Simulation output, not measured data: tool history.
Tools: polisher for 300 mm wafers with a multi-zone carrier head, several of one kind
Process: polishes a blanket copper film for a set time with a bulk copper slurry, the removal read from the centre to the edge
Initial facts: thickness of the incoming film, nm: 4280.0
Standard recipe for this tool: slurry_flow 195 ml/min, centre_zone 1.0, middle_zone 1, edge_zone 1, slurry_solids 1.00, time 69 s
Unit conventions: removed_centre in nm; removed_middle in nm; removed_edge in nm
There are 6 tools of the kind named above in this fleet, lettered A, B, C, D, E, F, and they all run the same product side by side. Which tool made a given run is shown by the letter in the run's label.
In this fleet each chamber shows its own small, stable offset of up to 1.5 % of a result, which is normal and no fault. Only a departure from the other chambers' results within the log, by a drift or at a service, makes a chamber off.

run	hour	slurry_flow	centre_zone	middle_zone	edge_zone	slurry_solids	time	wafers polished on this pad	hours since the slurry nozzle was cleaned	hours since the centre zone pressure was calibrated	hours since the edge zone pressure was calibrated	removed_centre	removed_middle	removed_edge
1A	3.8	195	1.0	1	1	1.00	69	1088	458.4	81.2	293.5	413.62	429.19	422.57
# hour 3.9: chamber B: centre zone pressure recalibrated
2C	8.7	195	1.0	1	1	1.00	69	596	421.7	791.1	395.6	415.26	428.53	417.14
3D	14.7	195	1.0	1	1	1.00	69	1275	160.9	592.4	76.5	425.29	413.13	424.49
# hour 15.2: chamber A: worn pad replaced by a new one
# hour 17.1: chamber F: slurry nozzle cleaned
# hour 21.9: chamber D: worn pad replaced by a new one
4B	23.0	195	1.0	1	1	1.00	69	520	511.4	19.1	402.1	416.84	424.78	409.58
# hour 26.3: chamber D: centre zone pressure recalibrated
5F	26.9	195	1.0	1	1	1.00	69	376	9.8	342.3	469.7	415.00	414.16	416.60
# hour 31.9: chamber B: worn pad replaced by a new one
6E	34.5	250	1.0	1	1	1.00	69	560	217.3	717.2	1003.7	433.58	441.84	427.82
7B	42.9	250	1.0	1	1	1.00	69	134	531.3	39.0	422.0	436.61	434.90	431.58
# hour 43.8: chamber C: worn pad replaced by a new one
8F	50.4	250	1.0	1	1	1.00	69	662	33.3	365.8	493.2	431.19	429.37	432.61
# hour 51.3: chamber E: worn pad replaced by a new one
9D	58.1	250	1.0	1	1	1.00	69	441	204.3	31.9	119.9	437.53	434.18	437.54
10A	63.4	250	1.0	1	1	1.00	69	587	518.0	140.8	353.1	447.79	429.75	434.43
11E	71.7	250	1.0	1	1	1.00	69	248	254.5	754.4	1040.9	428.96	442.79	439.90
# hour 75.3: chamber F: worn pad replaced by a new one
# hour 78.6: chamber C: slurry nozzle cleaned
12C	79.4	195	1.0	1	1	1.15	80	433	0.9	861.8	466.3	485.78	511.94	506.78
# hour 79.8: chamber B: worn pad replaced by a new one
13D	85.3	195	1.0	1	1	1.15	80	773	231.5	59.1	147.1	498.55	492.37	492.10
14B	89.3	195	1.0	1	1	1.15	80	116	577.7	85.4	468.4	497.11	497.02	493.42
# hour 93.4: chamber E: slurry nozzle cleaned
15C	94.4	195	1.0	1	1	1.15	80	616	15.9	876.8	481.3	517.48	507.44	498.35
# hour 95.0: chamber E: centre zone pressure recalibrated
16E	98.1	195	1.0	1	1	1.15	80	570	4.7	3.1	1067.3	513.04	500.96	512.97
# hour 104.4: chamber A: worn pad replaced by a new one
17A	106.0	195	1.0	1	1	1.15	80	19	560.6	183.4	395.7	520.40	509.26	511.18
# hour 111.8: chamber A: edge zone pressure recalibrated
18F	112.9	195	1.0	1	1	1.00	69	458	95.8	428.3	555.7	427.52	417.60	422.11
# hour 114.3: chamber D: worn pad replaced by a new one
19E	120.0	195	1.0	1	1	1.00	69	836	26.6	25.0	1089.2	428.20	415.29	421.82
# hour 120.4: chamber E: worn pad replaced by a new one
# hour 121.2: chamber C: worn pad replaced by a new one
20A	124.2	195	1.0	1	1	1.00	69	241	578.8	201.6	12.4	409.51	420.91	423.87
21F	128.9	195	1.0	1	1	1.00	69	652	111.8	444.3	571.7	422.54	415.26	426.24
# hour 129.0: chamber B: worn pad replaced by a new one
22C	133.8	195	1.0	1	1	1.00	69	153	55.3	916.2	520.7	420.56	428.46	420.89
# hour 134.4: chamber B: slurry nozzle cleaned
23D	141.8	195	1.0	1	1	1.00	69	334	288.0	115.6	203.6	410.68	417.95	418.54
24B	149.6	195	1.0	1	1	1.00	69	251	15.2	145.7	528.7	412.39	418.22	422.02
25B	155.0	195	1.0	1	1	1.00	69	317	20.6	151.1	534.1	419.91	417.44	429.98
# hour 157.6: chamber F: worn pad replaced by a new one
26F	160.8	195	1.0	1	1	1.00	69	39	143.7	476.2	603.6	417.40	416.92	410.82
27D	165.1	195	1.0	1	1	1.15	69	618	311.3	138.9	226.9	434.01	433.73	442.64
# hour 167.3: chamber E: edge zone pressure recalibrated
28E	171.7	195	1.0	1	1	1.15	69	624	78.3	76.7	4.5	447.13	432.24	431.71
# hour 174.9: chamber B: worn pad replaced by a new one
29A	178.8	195	1.0	1	1	1.15	69	906	633.4	256.2	67.0	439.54	431.18	442.43
30C	183.8	195	1.0	1	1	1.15	69	762	105.3	966.2	570.7	436.96	435.21	435.15
# hour 188.1: chamber E: worn pad replaced by a new one
31F	190.6	195	1.0	1	1	1.15	69	402	173.5	506.0	633.4	435.13	432.54	430.02
# hour 195.7: chamber A: worn pad replaced by a new one
32B	196.7	195	1.0	1	1	1.15	69	266	62.3	192.8	575.8	425.41	434.12	426.20
33A	204.8	195	1.0	1	1	1.00	69	111	659.4	282.2	93.0	428.84	416.82	428.93
# hour 207.5: chamber C: centre zone pressure recalibrated
34E	210.9	195	0.9	1	1	1.00	69	278	117.5	115.9	43.7	379.15	435.07	432.01
# hour 215.3: chamber D: worn pad replaced by a new one
35D	216.3	195	0.9	1	1	1.00	69	13	362.5	190.1	278.1	369.27	411.99	423.00
# hour 216.9: chamber C: worn pad replaced by a new one
36C	222.5	195	0.9	1	1	1.00	69	68	144.0	15.1	609.4	381.83	428.50	421.70
37E	226.3	195	0.9	1	1	1.00	69	465	132.9	131.3	59.1	381.66	419.86	423.10

Predict what each chamber gives when all 6 of them run the settings below next.
38A	232.4	195	1.0	1	1	1.00	69					?	?	?
38B	232.4	195	1.0	1	1	1.00	69					?	?	?
38C	232.4	195	1.0	1	1	1.00	69					?	?	?
38D	232.4	195	1.0	1	1	1.00	69					?	?	?
38E	232.4	195	1.0	1	1	1.00	69					?	?	?
38F	232.4	195	1.0	1	1	1.00	69					?	?	?

run	removed_centre	removed_middle	removed_edge
38A	419.62	418.50	427.38
38B	418.29	411.61	424.14
38C	425.61	427.82	411.66
38D	411.95	419.15	424.78
38E	434.51	424.56	429.02
38F	423.36	415.50	416.64

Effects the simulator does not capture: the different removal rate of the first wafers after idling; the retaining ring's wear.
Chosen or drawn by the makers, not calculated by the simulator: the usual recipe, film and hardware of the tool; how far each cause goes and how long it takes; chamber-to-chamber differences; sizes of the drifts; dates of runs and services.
